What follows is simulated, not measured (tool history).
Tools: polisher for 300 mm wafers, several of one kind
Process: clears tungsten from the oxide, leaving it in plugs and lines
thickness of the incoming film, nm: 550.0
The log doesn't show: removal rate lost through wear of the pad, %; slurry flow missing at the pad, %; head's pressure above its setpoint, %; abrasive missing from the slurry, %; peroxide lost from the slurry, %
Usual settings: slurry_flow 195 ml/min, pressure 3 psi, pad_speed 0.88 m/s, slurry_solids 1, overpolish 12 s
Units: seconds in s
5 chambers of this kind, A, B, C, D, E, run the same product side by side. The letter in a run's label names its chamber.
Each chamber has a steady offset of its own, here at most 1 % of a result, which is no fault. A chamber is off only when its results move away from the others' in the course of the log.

| run | day | slurry_flow | pressure | pad_speed | slurry_solids | overpolish | wafers polished on this pad | hours since the slurry nozzle was cleaned | hours since the head pressure was calibrated | hours since the slurry blender was calibrated | hours since the slurry got fresh peroxide | seconds |
|---|---|---|---|---|---|---|---|---|---|---|---|---|
|  | 0.083 | chamber A: worn pad replaced by a new one |
| 1A | 0.146 | 195 | 3 | 0.88 | 1 | 12 | 10 | 306.1 | 239.6 | 265 | 111.2 | 141.1 |
| 2C | 0.258 | 195 | 3 | 0.88 | 1 | 12 | 738 | 668.8 | 475.9 | 74.1 | 138.7 | 148.78 |
| 3D | 0.379 | 195 | 3 | 0.88 | 1 | 12 | 664 | 414.3 | 732.8 | 86.8 | 57.6 | 147.6 |
|  | 0.558 | chamber C: worn pad replaced by a new one |
| 4B | 0.558 | 195 | 3 | 0.88 | 1 | 12 | 683 | 662 | 685.1 | 134.8 | 46.2 | 139.61 |
|  | 0.612 | chamber D: slurry tank refilled with fresh slurry and peroxide |
|  | 0.633 | chamber C: slurry tank refilled with fresh slurry and peroxide |
| 5E | 0.683 | 195 | 3 | 0.88 | 1 | 12 | 767 | 51 | 542.3 | 318.5 | 117.8 | 149.12 |
| 6E | 0.796 | 195 | 3 | 0.88 | 1 | 12 | 786 | 53.7 | 545 | 321.2 | 120.5 | 143.69 |
| 7A | 0.925 | 195 | 3 | 0.88 | 1 | 12 | 137 | 324.8 | 258.3 | 283.7 | 129.9 | 142.73 |
| 8C | 1.012 | 195 | 3 | 0.88 | 1 | 12 | 74 | 686.9 | 494 | 92.2 | 9.1 | 145.74 |
|  | 1.05 | chamber E: worn pad replaced by a new one |
| 9B | 1.162 | 195 | 3 | 0.88 | 1 | 12 | 781 | 676.5 | 699.6 | 149.3 | 60.7 | 141.53 |
| 10D | 1.346 | 195 | 3 | 0.88 | 1 | 12 | 821 | 437.5 | 756 | 110 | 17.7 | 146.58 |
|  | 1.504 | chamber B: worn pad replaced by a new one |
| 11E | 1.508 | 195 | 3 | 0.88 | 1 | 12 | 75 | 70.8 | 562.1 | 338.3 | 137.6 | 139.76 |
|  | 1.579 | chamber A: slurry tank refilled with fresh slurry and peroxide |
| 12A | 1.658 | 195 | 3 | 0.88 | 1 | 12 | 256 | 342.4 | 275.9 | 301.3 | 1.9 | 141.15 |
| 13B | 1.754 | 195 | 3 | 0.88 | 1 | 12 | 41 | 690.7 | 713.8 | 163.5 | 74.9 | 139.1 |
| 14C | 1.929 | 195 | 3 | 0.88 | 1 | 12 | 223 | 708.9 | 516 | 114.2 | 31.1 | 144.36 |
| 15D | 2.092 | 195 | 3 | 0.88 | 1 | 12 | 943 | 455.4 | 773.9 | 127.9 | 35.6 | 139.7 |
| 16B | 2.2 | 195 | 3 | 0.88 | 1 | 12 | 113 | 701.4 | 724.5 | 174.2 | 85.6 | 138.46 |
| 17A | 2.338 | 195 | 3 | 0.88 | 1 | 12 | 367 | 358.7 | 292.2 | 317.6 | 18.2 | 140.31 |
|  | 2.367 | chamber B: slurry nozzle cleaned |
| 18D | 2.467 | 195 | 3 | 0.88 | 1 | 12 | 1004 | 464.4 | 782.9 | 136.9 | 44.6 | 145.34 |
| 19C | 2.571 | 195 | 3 | 0.88 | 1 | 12 | 327 | 724.3 | 531.4 | 129.6 | 46.5 | 145.57 |
| 20E | 2.675 | 195 | 3 | 0.88 | 1 | 12 | 264 | 98.8 | 590.1 | 366.3 | 165.6 | 154.1 |
| 21E | 2.788 | 195 | 3 | 0.88 | 1 | 12 | 283 | 101.5 | 592.8 | 369 | 168.3 | 155.57 |
| 22B | 2.971 | 195 | 3 | 0.88 | 1 | 12 | 239 | 14.5 | 743 | 192.7 | 104.1 | 137.82 |
| 23C | 3.15 | 195 | 3 | 0.88 | 1 | 12 | 422 | 738.2 | 545.3 | 143.5 | 60.4 | 142.87 |
| 24D | 3.317 | 195 | 3 | 0.88 | 1 | 12 | 1142 | 484.8 | 803.3 | 157.3 | 65 | 141.94 |
| 25A | 3.438 | 195 | 3 | 0.88 | 1 | 12 | 546 | 385.1 | 318.6 | 344 | 44.6 | 140 |
| 26B | 3.567 | 195 | 2.1 | 0.88 | 1 | 7 | 336 | 28.8 | 757.3 | 207 | 118.4 | 196.32 |
|  | 3.654 | chamber D: worn pad replaced by a new one |
| 27C | 3.671 | 195 | 2.1 | 0.88 | 1 | 7 | 506 | 750.7 | 557.8 | 156 | 72.9 | 202.55 |
|  | 3.683 | chamber D: slurry nozzle cleaned |
| 28D | 3.758 | 195 | 2.1 | 0.88 | 1 | 7 | 17 | 1.9 | 813.9 | 167.9 | 75.6 | 201.93 |
|  | 3.779 | chamber A: worn pad replaced by a new one |
| 29E | 3.908 | 195 | 2.1 | 0.88 | 1 | 7 | 465 | 128.4 | 619.7 | 395.9 | 195.2 | 228.02 |
|  | 3.979 | chamber A: slurry blender recalibrated |
| 30A | 4.033 | 195 | 2.1 | 0.88 | 1 | 7 | 41 | 399.4 | 332.9 | 1.4 | 58.9 | 200.6 |

Next, every chamber runs the same settings. What will each give?
| 31A | 4.167 | 195 | 3 | 0.88 | 1.15 | 12 |  |  |  |  |  | ? |
| 31B | 4.167 | 195 | 3 | 0.88 | 1.15 | 12 |  |  |  |  |  | ? |
| 31C | 4.167 | 195 | 3 | 0.88 | 1.15 | 12 |  |  |  |  |  | ? |
| 31D | 4.167 | 195 | 3 | 0.88 | 1.15 | 12 |  |  |  |  |  | ? |
| 31E | 4.167 | 195 | 3 | 0.88 | 1.15 | 12 |  |  |  |  |  | ? |

| run | seconds |
|---|---|
| 31A | 141.3 |
| 31B | 135.8 |
| 31C | 141.91 |
| 31D | 139.36 |
| 31E | 160.54 |
